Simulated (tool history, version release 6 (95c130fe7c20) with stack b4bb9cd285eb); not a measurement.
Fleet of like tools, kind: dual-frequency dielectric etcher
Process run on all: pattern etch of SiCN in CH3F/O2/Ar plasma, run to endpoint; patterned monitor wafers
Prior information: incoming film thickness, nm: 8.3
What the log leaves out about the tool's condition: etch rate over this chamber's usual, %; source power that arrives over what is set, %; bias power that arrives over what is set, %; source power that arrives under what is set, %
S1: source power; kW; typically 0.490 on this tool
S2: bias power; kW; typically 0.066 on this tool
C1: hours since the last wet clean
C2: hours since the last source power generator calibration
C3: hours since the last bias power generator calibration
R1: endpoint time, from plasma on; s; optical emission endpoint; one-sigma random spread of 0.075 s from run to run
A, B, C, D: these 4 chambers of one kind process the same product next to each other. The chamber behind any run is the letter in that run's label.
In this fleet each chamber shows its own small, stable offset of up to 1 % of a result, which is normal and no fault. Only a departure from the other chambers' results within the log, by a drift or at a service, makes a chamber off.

run 1C hour=7.6 | S1=0.490 S2=0.066 | C1=124.0 C2=4476.6 C3=1635.9 | R1=21.202
run 2D hour=16.9 | S1=0.490 S2=0.066 | C1=145.0 C2=1047.4 C3=1050.7 | R1=21.091
run 3A hour=27.9 | S1=0.490 S2=0.066 | C1=60.0 C2=4818.6 C3=1801.3 | R1=21.172
run 4B hour=42.6 | S1=0.490 S2=0.066 | C1=46.1 C2=4068.7 C3=1538.3 | R1=20.863
run 5C hour=52.3 | S1=0.490 S2=0.066 | C1=168.7 C2=4521.3 C3=1680.6 | R1=21.192
run 6A hour=66.6 | S1=0.490 S2=0.066 | C1=98.7 C2=4857.3 C3=1840.0 | R1=21.198
run 7B hour=78.4 | S1=0.490 S2=0.066 | C1=81.9 C2=4104.5 C3=1574.1 | R1=20.979
run 8D hour=93.3 | S1=0.550 S2=0.066 | C1=221.4 C2=1123.8 C3=1127.1 | R1=20.118
run 9A hour=108.6 | S1=0.550 S2=0.066 | C1=140.7 C2=4899.3 C3=1882.0 | R1=20.268
run 10C hour=120.6 | S1=0.550 S2=0.066 | C1=237.0 C2=4589.6 C3=1748.9 | R1=20.185
run 11D hour=132.9 | S1=0.550 S2=0.066 | C1=261.0 C2=1163.4 C3=1166.7 | R1=19.996
run 12B hour=140.1 | S1=0.490 S2=0.066 | C1=143.6 C2=4166.2 C3=1635.8 | R1=20.991
run 13A hour=153.6 | S1=0.490 S2=0.066 | C1=185.7 C2=4944.3 C3=1927.0 | R1=21.130
run 14C hour=162.4 | S1=0.490 S2=0.066 | C1=278.8 C2=4631.4 C3=1790.7 | R1=21.285
-- hour=163.9 chamber C: bias power generator calibrated
run 15B hour=171.3 | S1=0.490 S2=0.066 | C1=174.8 C2=4197.4 C3=1667.0 | R1=20.987
run 16D hour=179.5 | S1=0.580 S2=0.053 | C1=307.6 C2=1210.0 C3=1213.3 | R1=20.928
run 17A hour=188.1 | S1=0.580 S2=0.053 | C1=220.2 C2=4978.8 C3=1961.5 | R1=21.411
run 18C hour=199.1 | S1=0.580 S2=0.053 | C1=315.5 C2=4668.1 C3=35.2 | R1=21.441
run 19D hour=213.6 | S1=0.580 S2=0.053 | C1=341.7 C2=1244.1 C3=1247.4 | R1=20.855
run 20B hour=229.4 | S1=0.490 S2=0.066 | C1=232.9 C2=4255.5 C3=1725.1 | R1=21.022
run 21C hour=240.1 | S1=0.490 S2=0.066 | C1=356.5 C2=4709.1 C3=76.2 | R1=21.112
run 22B hour=254.4 | S1=0.490 S2=0.066 | C1=257.9 C2=4280.5 C3=1750.1 | R1=20.847
run 23A hour=267.0 | S1=0.490 S2=0.066 | C1=299.1 C2=5057.7 C3=2040.4 | R1=21.142
run 24D hour=283.2 | S1=0.490 S2=0.066 | C1=411.3 C2=1313.7 C3=1317.0 | R1=20.540
run 25A hour=298.7 | S1=0.490 S2=0.066 | C1=330.8 C2=5089.4 C3=2072.1 | R1=21.077
-- hour=305.2 chamber C: source power generator calibrated
run 26D hour=306.1 | S1=0.490 S2=0.066 | C1=434.2 C2=1336.6 C3=1339.9 | R1=20.411
run 27B hour=319.8 | S1=0.490 S2=0.066 | C1=323.3 C2=4345.9 C3=1815.5 | R1=20.829
run 28C hour=329.6 | S1=0.550 S2=0.066 | C1=446.0 C2=24.5 C3=165.7 | R1=20.313
run 29D hour=339.0 | S1=0.550 S2=0.066 | C1=467.1 C2=1369.5 C3=1372.8 | R1=19.568
run 30A hour=347.0 | S1=0.550 S2=0.066 | C1=379.1 C2=5137.7 C3=2120.4 | R1=20.185
run 31C hour=355.7 | S1=0.550 S2=0.066 | C1=472.1 C2=50.6 C3=191.8 | R1=20.305
run 32B hour=364.9 | S1=0.490 S2=0.066 | C1=368.4 C2=4391.0 C3=1860.6 | R1=20.860
-- hour=372.3 chamber C: wet clean of the chamber
run 33B hour=380.0 | S1=0.490 S2=0.060 | C1=383.5 C2=4406.1 C3=1875.7 | R1=21.608
run 34A hour=390.7 | S1=0.490 S2=0.060 | C1=422.8 C2=5181.4 C3=2164.1 | R1=21.946
run 35C hour=406.4 | S1=0.490 S2=0.060 | C1=34.2 C2=101.3 C3=242.5 | R1=21.994
run 36D hour=420.6 | S1=0.490 S2=0.060 | C1=548.7 C2=1451.1 C3=1454.4 | R1=21.062
run 37B hour=434.9 | S1=0.490 S2=0.066 | C1=438.4 C2=4461.0 C3=1930.6 | R1=20.941
run 38D hour=445.4 | S1=0.580 S2=0.053 | C1=573.5 C2=1475.9 C3=1479.2 | R1=20.312
run 39A hour=460.9 | S1=0.580 S2=0.053 | C1=493.0 C2=5251.6 C3=2234.3 | R1=21.419

Is one chamber out of step, is the gauge drifting, or do the chambers differ by no more than their own small offsets? For an off chamber, give its letter and the likeliest cause.

It is chamber D that slowly wanders off from its peers.
Likeliest cause: etch rate over this chamber's usual, % = 4.35.

Here are 4 candidates for chamber D's next run, each the usual settings with a change, their results left as question marks. Which one brings its results back in line with what the others give on the usual settings?
Counts as in line when no further than this from what the other chambers average on the usual settings: R1 0.260 s
run 40D-1 hour=472.6 | S1=0.460 S2=0.062 | R1=?
run 40D-2 hour=472.6 | S1=0.510 S2=0.066 | R1=?
run 40D-3 hour=472.6 | S1=0.520 S2=0.070 | R1=?
run 40D-4 hour=472.6 | S1=0.480 S2=0.065 | R1=?

What the other chambers average on the usual settings: R1 21.097 s
run=40D-1 R1=21.116
run=40D-2 R1=19.859
run=40D-3 R1=19.313
run=40D-4 R1=20.436
With 40D-1, the chamber falls back in line with the rest.

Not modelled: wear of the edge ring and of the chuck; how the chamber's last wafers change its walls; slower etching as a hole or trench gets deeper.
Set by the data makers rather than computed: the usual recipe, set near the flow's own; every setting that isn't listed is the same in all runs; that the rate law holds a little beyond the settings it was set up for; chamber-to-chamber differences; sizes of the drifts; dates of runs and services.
